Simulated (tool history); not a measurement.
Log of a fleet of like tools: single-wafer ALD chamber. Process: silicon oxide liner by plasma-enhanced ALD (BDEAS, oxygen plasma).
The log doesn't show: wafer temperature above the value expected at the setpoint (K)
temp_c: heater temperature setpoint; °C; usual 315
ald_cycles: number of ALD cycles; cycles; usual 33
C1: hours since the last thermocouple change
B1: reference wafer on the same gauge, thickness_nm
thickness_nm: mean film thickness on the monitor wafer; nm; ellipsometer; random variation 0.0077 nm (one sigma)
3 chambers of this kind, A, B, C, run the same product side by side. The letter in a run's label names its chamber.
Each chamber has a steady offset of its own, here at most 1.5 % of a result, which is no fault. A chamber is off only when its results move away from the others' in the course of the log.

run 1C hour=5.3 | temp_c=315 ald_cycles=33 | C1=606.8 | B1=2.6513 | thickness_nm=3.0141
run 2A hour=11.3 | temp_c=315 ald_cycles=33 | C1=209.5 | B1=2.6502 | thickness_nm=3.0416
run 3B hour=18.1 | temp_c=315 ald_cycles=33 | C1=1103.9 | B1=2.6511 | thickness_nm=3.0081
run 4B hour=23.8 | temp_c=315 ald_cycles=33 | C1=1109.6 | B1=2.6485 | thickness_nm=2.9989
run 5C hour=27.4 | temp_c=315 ald_cycles=33 | C1=628.9 | B1=2.6509 | thickness_nm=3.0195
run 6A hour=32.8 | temp_c=315 ald_cycles=33 | C1=231 | B1=2.6478 | thickness_nm=3.0405
run 7B hour=38.7 | temp_c=315 ald_cycles=33 | C1=1124.5 | B1=2.6501 | thickness_nm=3.0092
run 8A hour=43.5 | temp_c=315 ald_cycles=33 | C1=241.7 | B1=2.6489 | thickness_nm=3.0305
run 9C hour=50.2 | temp_c=315 ald_cycles=33 | C1=651.7 | B1=2.6487 | thickness_nm=3.0173
run 10B hour=56.1 | temp_c=315 ald_cycles=33 | C1=1141.9 | B1=2.6498 | thickness_nm=2.9888
run 11C hour=61.9 | temp_c=315 ald_cycles=33 | C1=663.4 | B1=2.6499 | thickness_nm=3.0036
run 12A hour=65.6 | temp_c=326 ald_cycles=36 | C1=263.8 | B1=2.6498 | thickness_nm=3.2588
run 13C hour=69.3 | temp_c=326 ald_cycles=36 | C1=670.8 | B1=2.6499 | thickness_nm=3.2289
run 14A hour=75.6 | temp_c=326 ald_cycles=36 | C1=273.8 | B1=2.6507 | thickness_nm=3.272
run 15B hour=81.2 | temp_c=305 ald_cycles=33 | C1=1167 | B1=2.6495 | thickness_nm=3.0406
run 16A hour=86.3 | temp_c=305 ald_cycles=33 | C1=284.5 | B1=2.6502 | thickness_nm=3.0782
run 17C hour=91.1 | temp_c=305 ald_cycles=33 | C1=692.6 | B1=2.6504 | thickness_nm=3.0594
run 18B hour=96.2 | temp_c=315 ald_cycles=33 | C1=1182 | B1=2.6508 | thickness_nm=2.9864
run 19B hour=103 | temp_c=315 ald_cycles=33 | C1=1188.8 | B1=2.6513 | thickness_nm=3.0097
run 20A hour=106.7 | temp_c=315 ald_cycles=33 | C1=304.9 | B1=2.65 | thickness_nm=3.0403
run 21C hour=110.4 | temp_c=315 ald_cycles=33 | C1=711.9 | B1=2.6509 | thickness_nm=3.0162
run 22A hour=117.1 | temp_c=315 ald_cycles=33 | C1=315.3 | B1=2.65 | thickness_nm=3.0399
run 23B hour=122.8 | temp_c=315 ald_cycles=33 | C1=1208.6 | B1=2.6507 | thickness_nm=3.0038
run 24C hour=128.6 | temp_c=315 ald_cycles=33 | C1=730.1 | B1=2.6521 | thickness_nm=3.0103
run 25A hour=134.3 | temp_c=315 ald_cycles=33 | C1=332.5 | B1=2.6512 | thickness_nm=3.0339
run 26B hour=139.5 | temp_c=315 ald_cycles=33 | C1=1225.3 | B1=2.6504 | thickness_nm=2.9921
run 27C hour=143 | temp_c=315 ald_cycles=33 | C1=744.5 | B1=2.6489 | thickness_nm=2.9997
run 28B hour=149.1 | temp_c=315 ald_cycles=33 | C1=1234.9 | B1=2.6487 | thickness_nm=2.9929
run 29A hour=152.1 | temp_c=315 ald_cycles=33 | C1=350.3 | B1=2.6491 | thickness_nm=3.0283
run 30C hour=155.2 | temp_c=315 ald_cycles=33 | C1=756.7 | B1=2.6496 | thickness_nm=3.007
run 31A hour=161.8 | temp_c=305 ald_cycles=33 | C1=360 | B1=2.6507 | thickness_nm=3.0708
run 32B hour=166.1 | temp_c=305 ald_cycles=33 | C1=1251.9 | B1=2.6492 | thickness_nm=3.0393
run 33C hour=171.7 | temp_c=305 ald_cycles=33 | C1=773.2 | B1=2.6494 | thickness_nm=3.0482
run 34A hour=176.9 | temp_c=315 ald_cycles=33 | C1=375.1 | B1=2.6512 | thickness_nm=3.0346
run 35B hour=180.2 | temp_c=315 ald_cycles=33 | C1=1266 | B1=2.6507 | thickness_nm=2.982

Is one chamber off against the others, does the gauge drift, or is nothing wrong? If a chamber is off, say which, and what the likeliest cause is.

No chamber stands off beyond its own small offset, and the gauge holds steady.
